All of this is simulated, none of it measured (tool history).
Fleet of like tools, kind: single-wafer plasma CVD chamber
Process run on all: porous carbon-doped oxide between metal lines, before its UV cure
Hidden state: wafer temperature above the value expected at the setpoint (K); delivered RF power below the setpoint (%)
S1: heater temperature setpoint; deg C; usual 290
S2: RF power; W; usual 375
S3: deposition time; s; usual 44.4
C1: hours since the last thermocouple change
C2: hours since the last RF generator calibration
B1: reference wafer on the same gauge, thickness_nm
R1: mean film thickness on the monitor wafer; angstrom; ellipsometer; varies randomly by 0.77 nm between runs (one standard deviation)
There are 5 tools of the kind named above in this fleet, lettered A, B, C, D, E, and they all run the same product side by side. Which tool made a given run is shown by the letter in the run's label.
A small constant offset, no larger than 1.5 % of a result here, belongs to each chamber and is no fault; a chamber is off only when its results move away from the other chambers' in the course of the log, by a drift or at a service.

run	hour	S1	S2	S3	C1	C2	B1	R1
1B	2.8	290	375	44.4	1745.3	1529.6	218.09	2033.4
# hour 4.4: chamber C: thermocouple changed; heater temperature recalibrated
2A	6.2	290	375	44.4	1497.9	357.7	218.09	2035.9
3D	9.6	290	375	44.4	1571.7	955.7	217.82	2021.8
# hour 11: chamber B: thermocouple changed; heater temperature recalibrated
4C	15.6	290	375	44.4	11.2	683	217.65	2051.6
5E	19.6	290	375	44.4	504	975.4	217.94	2022.7
6B	23.8	290	375	44.4	12.8	1550.6	218.1	2022.5
7C	28	290	375	44.4	23.6	695.4	217.8	2054.6
8E	31.6	290	375	44.4	516	987.4	217.88	2022.4
9D	37.5	290	375	44.4	1599.6	983.6	218.08	2019.5
10A	43.3	290	375	44.4	1535	394.8	218.22	2028
11A	46.2	290	375	44.4	1537.9	397.7	218.13	2021.2
12B	52	290	375	44.4	41	1578.8	217.85	2029.3
13D	55.5	290	375	44.4	1617.6	1001.6	217.81	2041.8
14E	61.4	290	375	44.4	545.8	1017.2	217.83	2019.2
15C	65.1	290	375	44.4	60.7	732.5	218.09	2063.4
16D	70	297	375	36.6	1632.1	1016.1	217.99	1612.4
17B	74.7	297	375	36.6	63.7	1601.5	217.96	1599.4
18E	80.2	297	375	36.6	564.6	1036	218.04	1582.8
19C	85.3	297	375	36.6	80.9	752.7	217.85	1629.7
20A	90.5	297	375	36.6	1582.2	442	217.94	1605.8
21C	93.8	290	375	44.4	89.4	761.2	218.07	2055.6
22A	96.7	290	375	44.4	1588.4	448.2	218	2039.6
23E	100.5	290	375	44.4	584.9	1056.3	217.69	2005.6
24B	103.9	290	375	44.4	92.9	1630.7	218.13	2021.9
25D	107	290	375	44.4	1669.1	1053.1	217.93	2015.5
26E	110.5	290	375	44.4	594.9	1066.3	217.99	1986.1
27B	113.8	290	375	44.4	102.8	1640.6	218.02	2021.7
28A	117.2	290	375	44.4	1608.9	468.7	218.04	2009.2
29D	122.9	290	310	50.8	1685	1069	218.07	1975.6
30C	128.5	290	310	50.8	124.1	795.9	217.99	2014.3
31C	133.1	290	310	50.8	128.7	800.5	218	1998.4
32A	136.9	290	310	50.8	1628.6	488.4	218.07	1978.2
33B	141.2	290	310	50.8	130.2	1668	218.03	1966
34D	146.3	290	375	44.4	1708.4	1092.4	218.03	2017.7
35E	152	290	375	44.4	636.4	1107.8	218.09	1963.9
36D	155.1	290	375	36.8	1717.2	1101.2	218.1	1686.3
37A	158.8	290	375	36.8	1650.5	510.3	217.95	1684.1

Next, every chamber runs the same settings. What will each give?
38A	163.2	290	375	44.4				?
38B	163.2	290	375	44.4				?
38C	163.2	290	375	44.4				?
38D	163.2	290	375	44.4				?
38E	163.2	290	375	44.4				?

run	R1
38A	2029.4
38B	2016.5
38C	2056.6
38D	2024
38E	1970.8
